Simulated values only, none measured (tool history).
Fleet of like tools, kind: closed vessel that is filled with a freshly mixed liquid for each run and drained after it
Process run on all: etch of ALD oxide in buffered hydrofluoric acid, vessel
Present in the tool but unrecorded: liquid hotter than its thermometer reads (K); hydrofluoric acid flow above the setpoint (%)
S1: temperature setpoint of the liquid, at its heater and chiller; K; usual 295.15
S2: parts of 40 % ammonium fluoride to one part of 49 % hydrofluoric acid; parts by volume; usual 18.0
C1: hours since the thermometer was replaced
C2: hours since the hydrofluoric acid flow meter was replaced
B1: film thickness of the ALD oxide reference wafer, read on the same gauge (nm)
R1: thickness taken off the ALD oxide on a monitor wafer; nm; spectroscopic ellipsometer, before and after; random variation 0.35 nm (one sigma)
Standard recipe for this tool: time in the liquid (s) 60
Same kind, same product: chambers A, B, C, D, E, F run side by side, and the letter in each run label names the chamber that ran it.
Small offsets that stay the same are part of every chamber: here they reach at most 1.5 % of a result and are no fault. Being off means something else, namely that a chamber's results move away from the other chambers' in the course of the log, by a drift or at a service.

{"hour": 2.8, "done": "chamber F: thermometer replaced"}
{"run": "1E", "hour": 4.0, "S1": 295.15, "S2": 18.0, "time in the liquid (s)": 60, "C1": 1207.4, "C2": 364.9, "B1": 40.025, "R1": 37.629}
{"run": "2B", "hour": 8.0, "S1": 295.15, "S2": 18.0, "time in the liquid (s)": 60, "C1": 596.1, "C2": 1392.9, "B1": 40.001, "R1": 38.187}
{"run": "3D", "hour": 10.5, "S1": 295.15, "S2": 18.0, "time in the liquid (s)": 60, "C1": 1633.1, "C2": 1980.7, "B1": 40.008, "R1": 38.214}
{"run": "4F", "hour": 12.4, "S1": 295.15, "S2": 18.0, "time in the liquid (s)": 60, "C1": 9.7, "C2": 1392.4, "B1": 39.998, "R1": 38.356}
{"run": "5C", "hour": 14.7, "S1": 295.15, "S2": 18.0, "time in the liquid (s)": 60, "C1": 967.1, "C2": 42.2, "B1": 39.993, "R1": 38.112}
{"run": "6A", "hour": 17.3, "S1": 295.15, "S2": 18.0, "time in the liquid (s)": 60, "C1": 219.1, "C2": 417.1, "B1": 40.011, "R1": 37.668}
{"run": "7C", "hour": 19.7, "S1": 295.15, "S2": 11.5, "time in the liquid (s)": 75, "C1": 972.1, "C2": 47.2, "B1": 39.998, "R1": 73.032}
{"run": "8F", "hour": 24.0, "S1": 295.15, "S2": 11.5, "time in the liquid (s)": 75, "C1": 21.3, "C2": 1404.0, "B1": 39.985, "R1": 74.392}
{"run": "9A", "hour": 28.2, "S1": 295.15, "S2": 11.5, "time in the liquid (s)": 75, "C1": 230.0, "C2": 428.0, "B1": 40.002, "R1": 73.896}
{"run": "10E", "hour": 32.4, "S1": 295.15, "S2": 11.5, "time in the liquid (s)": 75, "C1": 1235.8, "C2": 393.3, "B1": 40.006, "R1": 73.059}
{"run": "11D", "hour": 35.5, "S1": 295.15, "S2": 11.5, "time in the liquid (s)": 75, "C1": 1658.1, "C2": 2005.7, "B1": 40.013, "R1": 73.588}
{"run": "12B", "hour": 38.4, "S1": 295.15, "S2": 11.5, "time in the liquid (s)": 75, "C1": 626.5, "C2": 1423.3, "B1": 39.992, "R1": 73.421}
{"run": "13C", "hour": 41.7, "S1": 295.15, "S2": 18.0, "time in the liquid (s)": 60, "C1": 994.1, "C2": 69.2, "B1": 40.004, "R1": 37.921}
{"run": "14D", "hour": 44.1, "S1": 291.65, "S2": 18.0, "time in the liquid (s)": 90, "C1": 1666.7, "C2": 2014.3, "B1": 40.006, "R1": 47.015}
{"run": "15F", "hour": 48.3, "S1": 291.65, "S2": 18.0, "time in the liquid (s)": 90, "C1": 45.6, "C2": 1428.3, "B1": 40.002, "R1": 46.104}
{"run": "16A", "hour": 50.5, "S1": 291.65, "S2": 18.0, "time in the liquid (s)": 90, "C1": 252.3, "C2": 450.3, "B1": 39.998, "R1": 47.498}
{"run": "17B", "hour": 54.1, "S1": 291.65, "S2": 18.0, "time in the liquid (s)": 90, "C1": 642.2, "C2": 1439.0, "B1": 40.0, "R1": 47.236}
{"run": "18E", "hour": 58.0, "S1": 291.65, "S2": 18.0, "time in the liquid (s)": 90, "C1": 1261.4, "C2": 418.9, "B1": 39.99, "R1": 47.224}
{"run": "19C", "hour": 61.1, "S1": 291.65, "S2": 18.0, "time in the liquid (s)": 90, "C1": 1013.5, "C2": 88.6, "B1": 40.0, "R1": 46.946}
{"run": "20E", "hour": 64.0, "S1": 295.15, "S2": 18.0, "time in the liquid (s)": 60, "C1": 1267.4, "C2": 424.9, "B1": 39.997, "R1": 37.756}
{"run": "21F", "hour": 66.9, "S1": 295.15, "S2": 18.0, "time in the liquid (s)": 60, "C1": 64.2, "C2": 1446.9, "B1": 40.022, "R1": 38.341}
{"run": "22A", "hour": 69.2, "S1": 295.15, "S2": 18.0, "time in the liquid (s)": 60, "C1": 271.0, "C2": 469.0, "B1": 39.992, "R1": 39.343}
{"run": "23D", "hour": 73.4, "S1": 295.15, "S2": 18.0, "time in the liquid (s)": 60, "C1": 1696.0, "C2": 2043.6, "B1": 40.001, "R1": 37.812}
{"run": "24B", "hour": 77.2, "S1": 295.15, "S2": 18.0, "time in the liquid (s)": 60, "C1": 665.3, "C2": 1462.1, "B1": 39.989, "R1": 38.143}
{"run": "25C", "hour": 79.6, "S1": 295.15, "S2": 18.0, "time in the liquid (s)": 60, "C1": 1032.0, "C2": 107.1, "B1": 40.002, "R1": 38.061}
{"run": "26D", "hour": 81.8, "S1": 295.15, "S2": 18.0, "time in the liquid (s)": 60, "C1": 1704.4, "C2": 2052.0, "B1": 39.957, "R1": 38.253}
{"run": "27F", "hour": 85.0, "S1": 295.15, "S2": 18.0, "time in the liquid (s)": 60, "C1": 82.3, "C2": 1465.0, "B1": 39.974, "R1": 37.825}
{"run": "28E", "hour": 86.9, "S1": 295.15, "S2": 18.0, "time in the liquid (s)": 60, "C1": 1290.3, "C2": 447.8, "B1": 39.991, "R1": 38.424}
{"run": "29B", "hour": 90.5, "S1": 295.15, "S2": 18.0, "time in the liquid (s)": 60, "C1": 678.6, "C2": 1475.4, "B1": 40.0, "R1": 38.009}
{"run": "30A", "hour": 94.7, "S1": 295.15, "S2": 18.0, "time in the liquid (s)": 60, "C1": 296.5, "C2": 494.5, "B1": 40.0, "R1": 39.325}
{"run": "31A", "hour": 98.0, "S1": 295.15, "S2": 18.0, "time in the liquid (s)": 60, "C1": 299.8, "C2": 497.8, "B1": 40.012, "R1": 40.053}
{"run": "32F", "hour": 100.9, "S1": 295.15, "S2": 18.0, "time in the liquid (s)": 60, "C1": 98.2, "C2": 1480.9, "B1": 40.0, "R1": 38.315}
{"run": "33B", "hour": 104.5, "S1": 292.15, "S2": 18.0, "time in the liquid (s)": 40, "C1": 692.6, "C2": 1489.4, "B1": 39.975, "R1": 21.434}
{"run": "34D", "hour": 107.9, "S1": 292.15, "S2": 18.0, "time in the liquid (s)": 40, "C1": 1730.5, "C2": 2078.1, "B1": 40.006, "R1": 21.507}
{"run": "35C", "hour": 110.5, "S1": 292.15, "S2": 18.0, "time in the liquid (s)": 40, "C1": 1062.9, "C2": 138.0, "B1": 39.995, "R1": 21.968}
{"run": "36E", "hour": 114.6, "S1": 292.15, "S2": 18.0, "time in the liquid (s)": 40, "C1": 1318.0, "C2": 475.5, "B1": 40.01, "R1": 21.256}
{"run": "37D", "hour": 118.8, "S1": 292.15, "S2": 18.0, "time in the liquid (s)": 40, "C1": 1741.4, "C2": 2089.0, "B1": 39.994, "R1": 21.489}
{"run": "38B", "hour": 121.1, "S1": 292.15, "S2": 18.0, "time in the liquid (s)": 40, "C1": 709.2, "C2": 1506.0, "B1": 40.016, "R1": 21.33}
{"run": "39E", "hour": 123.2, "S1": 295.15, "S2": 18.0, "time in the liquid (s)": 60, "C1": 1326.6, "C2": 484.1, "B1": 39.997, "R1": 38.219}

Next, every chamber runs the same settings. What will each give?
{"run": "40A", "hour": 126.4, "S1": 295.15, "S2": 18.0, "time in the liquid (s)": 95, "R1": "?"}
{"run": "40B", "hour": 126.4, "S1": 295.15, "S2": 18.0, "time in the liquid (s)": 95, "R1": "?"}
{"run": "40C", "hour": 126.4, "S1": 295.15, "S2": 18.0, "time in the liquid (s)": 95, "R1": "?"}
{"run": "40D", "hour": 126.4, "S1": 295.15, "S2": 18.0, "time in the liquid (s)": 95, "R1": "?"}
{"run": "40E", "hour": 126.4, "S1": 295.15, "S2": 18.0, "time in the liquid (s)": 95, "R1": "?"}
{"run": "40F", "hour": 126.4, "S1": 295.15, "S2": 18.0, "time in the liquid (s)": 95, "R1": "?"}

run=40A R1=62.111
run=40B R1=60.623
run=40C R1=59.848
run=40D R1=59.326
run=40E R1=59.760
run=40F R1=60.568
